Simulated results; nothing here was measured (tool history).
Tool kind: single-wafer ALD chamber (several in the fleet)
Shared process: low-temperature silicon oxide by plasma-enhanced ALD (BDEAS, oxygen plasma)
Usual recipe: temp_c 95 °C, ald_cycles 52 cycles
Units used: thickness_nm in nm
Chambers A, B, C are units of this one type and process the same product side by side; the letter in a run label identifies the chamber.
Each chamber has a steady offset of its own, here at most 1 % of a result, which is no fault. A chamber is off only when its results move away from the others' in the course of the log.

run	hour	temp_c	ald_cycles	hours since the last thermocouple change	read-back reference wafer on the same gauge, thickness_nm	thickness_nm
1B	10.0	95	52	1066.7	6.1788	7.6277
2A	19.2	95	52	1767.7	6.1770	7.5898
3C	28.1	95	52	988.7	6.1786	7.5684
4C	39.0	95	52	999.6	6.1775	7.5608
5A	46.2	95	52	1794.7	6.1767	7.5772
6B	58.7	95	52	1115.4	6.1771	7.6386
7A	71.3	95	52	1819.8	6.1739	7.5642
8C	79.0	95	52	1039.6	6.1735	7.5413
9B	94.4	102	61	1151.1	6.1712	8.7730
10B	110.7	102	61	1167.4	6.1710	8.7643
11C	119.0	102	61	1079.6	6.1704	8.6526
12A	132.8	95	52	1881.3	6.1696	7.5641
13B	144.1	95	52	1200.8	6.1666	7.6369
14A	160.3	95	52	1908.8	6.1660	7.5629
15C	176.3	95	52	1136.9	6.1619	7.5287
16A	184.5	95	44	1933.0	6.1638	6.4000
17B	193.4	95	44	1250.1	6.1635	6.4631
# hour 200.8: chamber A: thermocouple changed; heater temperature recalibrated
18C	203.8	95	44	1164.4	6.1613	6.3741
19C	214.5	95	52	1175.1	6.1643	7.5161
20B	222.2	95	52	1278.9	6.1604	7.6177
21A	234.0	95	62	33.3	6.1614	9.0001
22B	248.8	95	62	1305.5	6.1582	9.0697
23C	264.0	95	62	1224.6	6.1614	8.9674
24A	276.1	95	52	75.4	6.1577	7.5534
25B	288.9	95	45	1345.6	6.1546	6.5852
26A	303.2	95	45	102.5	6.1549	6.5368
27C	314.2	95	45	1274.8	6.1552	6.5057
# hour 323.2: chamber C: thermocouple changed; heater temperature recalibrated
28C	325.8	95	52	2.6	6.1534	7.5106
29A	334.1	95	52	133.4	6.1564	7.5405
30B	342.9	95	52	1399.6	6.1500	7.6103
31A	355.2	95	52	154.5	6.1492	7.5728
32B	363.8	95	52	1420.5	6.1488	7.6054
33C	378.4	95	57	55.2	6.1507	8.2276
34A	391.5	95	57	190.8	6.1480	8.2678
35B	408.1	95	57	1464.8	6.1457	8.3293
36C	422.2	95	52	99.0	6.1447	7.5317

Decide between three cases: one chamber stands off from its peers, the gauge reading all wafers drifts, or nothing is wrong past each chamber's small offset. Where a chamber is off, say which and what most likely put it there.

The shared gauge is drifting. All chambers look as if they move in step, but none is off.
Likeliest cause: gauge reads low (%) = 0.571.

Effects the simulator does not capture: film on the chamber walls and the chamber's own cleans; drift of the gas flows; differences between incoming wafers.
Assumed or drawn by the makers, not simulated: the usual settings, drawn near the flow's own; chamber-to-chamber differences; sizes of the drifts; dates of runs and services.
